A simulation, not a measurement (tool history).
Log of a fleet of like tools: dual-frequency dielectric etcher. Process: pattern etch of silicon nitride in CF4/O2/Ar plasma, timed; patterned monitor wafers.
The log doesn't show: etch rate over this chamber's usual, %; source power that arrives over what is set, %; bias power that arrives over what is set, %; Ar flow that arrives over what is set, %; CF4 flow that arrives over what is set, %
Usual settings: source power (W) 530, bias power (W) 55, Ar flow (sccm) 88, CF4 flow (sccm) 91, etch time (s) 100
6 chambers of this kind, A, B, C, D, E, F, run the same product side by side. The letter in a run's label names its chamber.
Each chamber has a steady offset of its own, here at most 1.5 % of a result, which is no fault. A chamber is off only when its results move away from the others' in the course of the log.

| run | hour | source power (W) | bias power (W) | Ar flow (sccm) | CF4 flow (sccm) | etch time (s) | hours since the last wet clean | hours since the last source power generator calibration | hours since the last bias power generator calibration | hours since the last Ar flow controller change | hours since the last CF4 flow controller change | read-back reference wafer on the same gauge, depth_nm | mean etch depth across the wafer (angstrom) |
|---|---|---|---|---|---|---|---|---|---|---|---|---|---|
| 1C | 6.9 | 530 | 55 | 88 | 91 | 100 | 495.2 | 3005.7 | 727.6 | 2132.1 | 1276.6 | 229.05 | 2092.4 |
| 2B | 18.1 | 530 | 55 | 88 | 91 | 100 | 41.9 | 2170.3 | 825.9 | 1322.9 | 416.1 | 229.06 | 2088.7 |
| 3D | 31.6 | 530 | 55 | 88 | 91 | 100 | 164.6 | 230.3 | 66.2 | 651.9 | 231.6 | 228.99 | 2053.7 |
| 4A | 39.1 | 530 | 55 | 88 | 91 | 100 | 380.8 | 1616.6 | 675 | 2264.8 | 2075.9 | 228.99 | 2087.6 |
|  | 46.7 | chamber C: wet clean of the chamber |
| 5F | 53.8 | 530 | 55 | 88 | 91 | 100 | 217.2 | 85.4 | 193.5 | 3071.2 | 3445.3 | 229.06 | 2106.4 |
| 6E | 62.6 | 530 | 55 | 88 | 91 | 100 | 404.9 | 122 | 2600.3 | 1392.1 | 773.7 | 228.98 | 2074.7 |
| 7A | 75.9 | 530 | 55 | 88 | 91 | 79 | 417.6 | 1653.4 | 711.8 | 2301.6 | 2112.7 | 228.96 | 1645 |
| 8C | 89 | 530 | 55 | 88 | 91 | 79 | 42.4 | 3087.8 | 809.7 | 2214.2 | 1358.7 | 229.06 | 1657.1 |
| 9B | 102.8 | 530 | 55 | 88 | 91 | 79 | 126.6 | 2255 | 910.6 | 1407.6 | 500.8 | 228.85 | 1648.7 |
| 10F | 115.7 | 530 | 55 | 88 | 91 | 79 | 279.1 | 147.3 | 255.4 | 3133.1 | 3507.2 | 228.96 | 1662.7 |
| 11E | 125.6 | 530 | 55 | 88 | 91 | 79 | 467.9 | 185 | 2663.3 | 1455.1 | 836.7 | 229.04 | 1639.8 |
| 12D | 134.3 | 530 | 55 | 88 | 91 | 79 | 267.3 | 333 | 168.9 | 754.6 | 334.3 | 228.95 | 1632.8 |
|  | 136.7 | chamber E: wet clean of the chamber |
| 13E | 146.5 | 530 | 55 | 88 | 91 | 100 | 9.9 | 205.9 | 2684.2 | 1476 | 857.6 | 229.12 | 2079.4 |
|  | 149.7 | chamber A: wet clean of the chamber |
| 14C | 153.6 | 530 | 55 | 88 | 91 | 100 | 107 | 3152.4 | 874.3 | 2278.8 | 1423.3 | 228.95 | 2089.1 |
| 15A | 164.2 | 530 | 55 | 88 | 91 | 100 | 14.6 | 1741.7 | 800.1 | 2389.9 | 2201 | 228.99 | 2079.9 |
| 16F | 177.2 | 530 | 55 | 88 | 91 | 100 | 340.6 | 208.8 | 316.9 | 3194.6 | 3568.7 | 229.03 | 2103.8 |
| 17D | 186.9 | 530 | 55 | 88 | 91 | 100 | 319.9 | 385.6 | 221.5 | 807.2 | 386.9 | 229.06 | 2054.9 |
| 18B | 199.6 | 530 | 55 | 88 | 91 | 100 | 223.4 | 2351.8 | 1007.4 | 1504.4 | 597.6 | 229.05 | 2088.8 |
| 19E | 207.8 | 530 | 55 | 88 | 91 | 100 | 71.2 | 267.2 | 2745.5 | 1537.3 | 918.9 | 228.86 | 2081.6 |
| 20C | 216.2 | 530 | 55 | 88 | 91 | 100 | 169.6 | 3215 | 936.9 | 2341.4 | 1485.9 | 229.02 | 2093 |
|  | 220.9 | chamber D: wet clean of the chamber |
|  | 227.4 | chamber B: source power generator calibrated |
| 21A | 228.2 | 530 | 63 | 88 | 91 | 100 | 78.6 | 1805.7 | 864.1 | 2453.9 | 2265 | 228.94 | 2193.1 |
|  | 235.3 | chamber A: Ar flow controller replaced |
| 22D | 236.1 | 530 | 63 | 88 | 91 | 100 | 15.2 | 434.8 | 270.7 | 856.4 | 436.1 | 228.93 | 2170.6 |
| 23F | 250.6 | 530 | 63 | 88 | 91 | 100 | 414 | 282.2 | 390.3 | 3268 | 3642.1 | 228.84 | 2217.3 |
| 24B | 263.9 | 530 | 63 | 88 | 91 | 100 | 287.7 | 36.6 | 1071.7 | 1568.7 | 661.9 | 229 | 2205.1 |
|  | 269.2 | chamber F: wet clean of the chamber |
| 25D | 270.5 | 530 | 63 | 88 | 91 | 100 | 49.6 | 469.2 | 305.1 | 890.8 | 470.5 | 228.97 | 2171.2 |
| 26F | 277.3 | 530 | 63 | 88 | 91 | 100 | 8.2 | 308.9 | 417 | 3294.7 | 3668.8 | 228.95 | 2210.7 |
| 27A | 286.4 | 530 | 55 | 88 | 91 | 100 | 136.8 | 1863.9 | 922.3 | 51.2 | 2323.2 | 228.97 | 2071.6 |
| 28C | 300.3 | 530 | 55 | 88 | 91 | 100 | 253.7 | 3299.1 | 1021 | 2425.5 | 1570 | 229.09 | 2090.7 |
| 29E | 312.4 | 530 | 55 | 88 | 91 | 100 | 175.8 | 371.8 | 2850.1 | 1641.9 | 1023.5 | 228.87 | 2068.4 |
| 30B | 322.3 | 530 | 55 | 88 | 91 | 100 | 346.1 | 95 | 1130.1 | 1627.1 | 720.3 | 228.99 | 2087.8 |
| 31C | 330.8 | 530 | 55 | 88 | 91 | 100 | 284.2 | 3329.6 | 1051.5 | 2456 | 1600.5 | 228.87 | 2088.3 |
| 32D | 337.8 | 530 | 55 | 88 | 91 | 100 | 116.9 | 536.5 | 372.4 | 958.1 | 537.8 | 229.08 | 2057.4 |
| 33E | 346.4 | 530 | 55 | 88 | 91 | 82 | 209.8 | 405.8 | 2884.1 | 1675.9 | 1057.5 | 228.98 | 1693.5 |
| 34A | 356.6 | 530 | 55 | 88 | 91 | 82 | 207 | 1934.1 | 992.5 | 121.4 | 2393.4 | 228.95 | 1703.2 |
| 35B | 366.6 | 530 | 55 | 88 | 91 | 82 | 390.4 | 139.3 | 1174.4 | 1671.4 | 764.6 | 228.93 | 1712.5 |
| 36F | 379.5 | 530 | 55 | 88 | 91 | 82 | 110.4 | 411.1 | 519.2 | 3396.9 | 3771 | 229.09 | 1727.1 |
| 37A | 387.7 | 530 | 55 | 88 | 91 | 82 | 238.1 | 1965.2 | 1023.6 | 152.5 | 2424.5 | 228.93 | 1709.2 |
| 38B | 400.4 | 530 | 55 | 88 | 91 | 82 | 424.2 | 173.1 | 1208.2 | 1705.2 | 798.4 | 229.03 | 1717.3 |
| 39E | 411.9 | 530 | 55 | 88 | 91 | 100 | 275.3 | 471.3 | 2949.6 | 1741.4 | 1123 | 229.16 | 2081.3 |

Next, every chamber runs the same settings. What will each give?
| 40A | 422.5 | 530 | 55 | 88 | 91 | 100 |  |  |  |  |  |  | ? |
| 40B | 422.5 | 530 | 55 | 88 | 91 | 100 |  |  |  |  |  |  | ? |
| 40C | 422.5 | 530 | 55 | 88 | 91 | 100 |  |  |  |  |  |  | ? |
| 40D | 422.5 | 530 | 55 | 88 | 91 | 100 |  |  |  |  |  |  | ? |
| 40E | 422.5 | 530 | 55 | 88 | 91 | 100 |  |  |  |  |  |  | ? |
| 40F | 422.5 | 530 | 55 | 88 | 91 | 100 |  |  |  |  |  |  | ? |

| run | mean etch depth across the wafer (angstrom) |
|---|---|
| 40A | 2074.7 |
| 40B | 2091.9 |
| 40C | 2093.2 |
| 40D | 2061.2 |
| 40E | 2073.4 |
| 40F | 2106.5 |
